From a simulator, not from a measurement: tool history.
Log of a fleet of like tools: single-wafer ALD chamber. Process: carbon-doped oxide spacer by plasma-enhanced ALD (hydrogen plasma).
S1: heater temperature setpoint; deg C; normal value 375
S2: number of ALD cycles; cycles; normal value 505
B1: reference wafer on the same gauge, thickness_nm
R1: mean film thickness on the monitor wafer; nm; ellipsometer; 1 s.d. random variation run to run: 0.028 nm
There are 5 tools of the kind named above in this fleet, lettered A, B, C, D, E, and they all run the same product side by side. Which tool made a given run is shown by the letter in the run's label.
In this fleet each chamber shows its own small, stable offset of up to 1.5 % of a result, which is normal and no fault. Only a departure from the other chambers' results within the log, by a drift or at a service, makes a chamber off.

Run 1E, hour 6.2: usual settings; B1 21.795. Result: R1 25.219 nm.
Run 2C, hour 12.6: usual settings; B1 21.795. Result: R1 25.012 nm.
Run 3D, hour 17.5: usual settings; B1 21.790. Result: R1 24.944 nm.
Run 4A, hour 22.8: usual settings; B1 21.782. Result: R1 25.311 nm.
Run 5B, hour 26.3: usual settings; B1 21.786. Result: R1 24.960 nm.
Run 6D, hour 30.2: usual settings; B1 21.781. Result: R1 25.006 nm.
Run 7E, hour 34.5: usual settings; B1 21.780. Result: R1 25.239 nm.
Run 8A, hour 38.7: usual settings; B1 21.775. Result: R1 25.248 nm.
Run 9B, hour 44.4: usual settings; B1 21.774. Result: R1 24.929 nm.
Run 10C, hour 48.9: usual settings; B1 21.779. Result: R1 25.027 nm.
Run 11C, hour 54.5: usual settings; B1 21.772. Result: R1 25.002 nm.
Run 12A, hour 59.8: usual settings; B1 21.768. Result: R1 25.260 nm.
Run 13E, hour 62.9: usual settings; B1 21.767. Result: R1 25.187 nm.
Run 14D, hour 68.7: usual settings; B1 21.767. Result: R1 24.949 nm.
Run 15B, hour 74.8: usual settings; B1 21.760. Result: R1 24.927 nm.
Run 16A, hour 80.1: usual settings but S1 385 deg C, S2 413 cycles; B1 21.761. Result: R1 20.669 nm.
Run 17B, hour 85.8: usual settings but S1 385 deg C, S2 413 cycles; B1 21.758. Result: R1 20.373 nm.
Run 18D, hour 91.8: usual settings but S1 385 deg C, S2 413 cycles; B1 21.750. Result: R1 20.445 nm.
Run 19C, hour 95.0: usual settings but S1 385 deg C, S2 413 cycles; B1 21.749. Result: R1 20.425 nm.
Run 20E, hour 100.5: usual settings but S1 385 deg C, S2 413 cycles; B1 21.751. Result: R1 20.650 nm.
Run 21B, hour 103.9: usual settings; B1 21.742. Result: R1 24.896 nm.
Run 22A, hour 110.7: usual settings; B1 21.741. Result: R1 25.244 nm.
Run 23C, hour 116.4: usual settings; B1 21.737. Result: R1 25.011 nm.
Run 24E, hour 119.4: usual settings; B1 21.737. Result: R1 25.154 nm.
Run 25D, hour 123.5: usual settings; B1 21.736. Result: R1 24.913 nm.
Run 26C, hour 127.4: usual settings; B1 21.736. Result: R1 25.034 nm.
Run 27E, hour 130.6: usual settings; B1 21.728. Result: R1 25.188 nm.
Run 28A, hour 137.0: usual settings; B1 21.728. Result: R1 25.237 nm.
Run 29D, hour 143.7: usual settings but S2 412 cycles; B1 21.717. Result: R1 20.313 nm.
Run 30B, hour 147.8: usual settings but S2 412 cycles; B1 21.727. Result: R1 20.325 nm.
Run 31C, hour 153.0: usual settings but S2 412 cycles; B1 21.726. Result: R1 20.364 nm.
Run 32D, hour 156.5: usual settings but S2 412 cycles; B1 21.716. Result: R1 20.382 nm.
Run 33E, hour 162.4: usual settings but S2 412 cycles; B1 21.720. Result: R1 20.513 nm.
Run 34A, hour 166.9: usual settings; B1 21.714. Result: R1 25.214 nm.
Run 35B, hour 171.7: usual settings; B1 21.708. Result: R1 24.939 nm.
Run 36E, hour 174.9: usual settings; B1 21.709. Result: R1 25.149 nm.
Run 37D, hour 180.9: usual settings; B1 21.705. Result: R1 24.957 nm.
Run 38B, hour 187.4: usual settings; B1 21.695. Result: R1 24.823 nm.

Has any chamber moved away from the others, gradually or after a service, or does the common gauge drift, or do the chambers differ only by their own small steady offsets? State the chamber and the most likely cause if one applies.

No chamber is off; the gauge reading every chamber's wafers drifts, which makes the whole fleet appear to move together.
Cause: gauge reads low (%) = 0.463.
